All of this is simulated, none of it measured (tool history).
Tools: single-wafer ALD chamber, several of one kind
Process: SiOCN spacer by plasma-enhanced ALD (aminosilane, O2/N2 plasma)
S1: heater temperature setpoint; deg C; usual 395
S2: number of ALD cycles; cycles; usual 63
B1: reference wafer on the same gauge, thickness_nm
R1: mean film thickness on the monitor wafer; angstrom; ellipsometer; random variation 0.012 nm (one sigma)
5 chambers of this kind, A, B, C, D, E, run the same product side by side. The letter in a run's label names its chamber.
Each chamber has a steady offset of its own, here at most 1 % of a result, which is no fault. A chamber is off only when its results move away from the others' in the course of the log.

| run | hour | S1 | S2 | B1 | R1 |
|---|---|---|---|---|---|
| 1B | 12.3 | 395 | 63 | 3.7889 | 38.033 |
| 2C | 20.1 | 395 | 63 | 3.7850 | 37.585 |
| 3D | 30.1 | 395 | 63 | 3.7909 | 38.164 |
| 4A | 45.7 | 395 | 63 | 3.7931 | 38.450 |
| 5E | 54.2 | 395 | 63 | 3.7898 | 37.991 |
| 6D | 69.1 | 395 | 63 | 3.7909 | 38.359 |
| 7C | 79.7 | 395 | 63 | 3.7924 | 37.625 |
| 8A | 91.5 | 395 | 63 | 3.7902 | 38.061 |
| 9B | 103.0 | 395 | 63 | 3.7873 | 37.976 |
| 10E | 118.1 | 395 | 63 | 3.7907 | 37.863 |
| 11A | 132.4 | 395 | 63 | 3.7910 | 37.887 |
| 12E | 140.8 | 395 | 75 | 3.7891 | 45.026 |
| 13C | 148.2 | 395 | 75 | 3.7904 | 44.710 |
| 14B | 160.2 | 395 | 75 | 3.7870 | 45.351 |
| 15D | 167.2 | 395 | 75 | 3.7914 | 45.782 |
| 16A | 175.5 | 395 | 75 | 3.7869 | 45.443 |
| 17C | 187.6 | 395 | 63 | 3.7910 | 37.775 |
| 18E | 195.9 | 383 | 58 | 3.7895 | 34.730 |
| 19D | 203.6 | 383 | 58 | 3.7924 | 35.176 |
| 20B | 217.9 | 383 | 58 | 3.7888 | 34.976 |
| 21B | 225.5 | 383 | 58 | 3.7909 | 35.006 |
| 22E | 237.2 | 383 | 58 | 3.7885 | 34.950 |
| 23A | 248.6 | 395 | 63 | 3.7920 | 38.096 |
| 24C | 258.0 | 395 | 63 | 3.7921 | 37.561 |
| 25D | 271.5 | 395 | 63 | 3.7895 | 38.237 |
| 26D | 283.9 | 395 | 63 | 3.7881 | 38.412 |
| 27C | 298.8 | 395 | 63 | 3.7888 | 37.551 |
| 28A | 312.2 | 395 | 63 | 3.7890 | 38.239 |
| 29B | 326.1 | 395 | 52 | 3.7906 | 31.375 |
| 30E | 334.4 | 395 | 52 | 3.7903 | 31.124 |
| 31D | 342.9 | 395 | 52 | 3.7868 | 31.560 |
| 32C | 356.0 | 395 | 52 | 3.7905 | 31.156 |
| 33E | 371.6 | 395 | 52 | 3.7881 | 31.310 |
| 34A | 382.0 | 395 | 63 | 3.7907 | 38.280 |
| 35B | 395.7 | 395 | 63 | 3.7887 | 38.014 |
| 36E | 405.2 | 395 | 63 | 3.7891 | 37.857 |
| 37D | 417.5 | 395 | 63 | 3.7895 | 38.377 |
| 38A | 424.6 | 395 | 63 | 3.7901 | 38.309 |
| 39B | 434.2 | 395 | 63 | 3.7911 | 37.991 |
| 40C | 443.9 | 395 | 63 | 3.7907 | 37.789 |
| 41B | 452.5 | 395 | 63 | 3.7896 | 38.103 |
| 42C | 463.0 | 406 | 70 | 3.7912 | 40.755 |

What goes on in this fleet: one chamber off, a drifting gauge, or nothing beyond the chambers' own small offsets? Name the chamber and the cause, if any.

No chamber stands off beyond its own small offset, and the gauge holds steady.
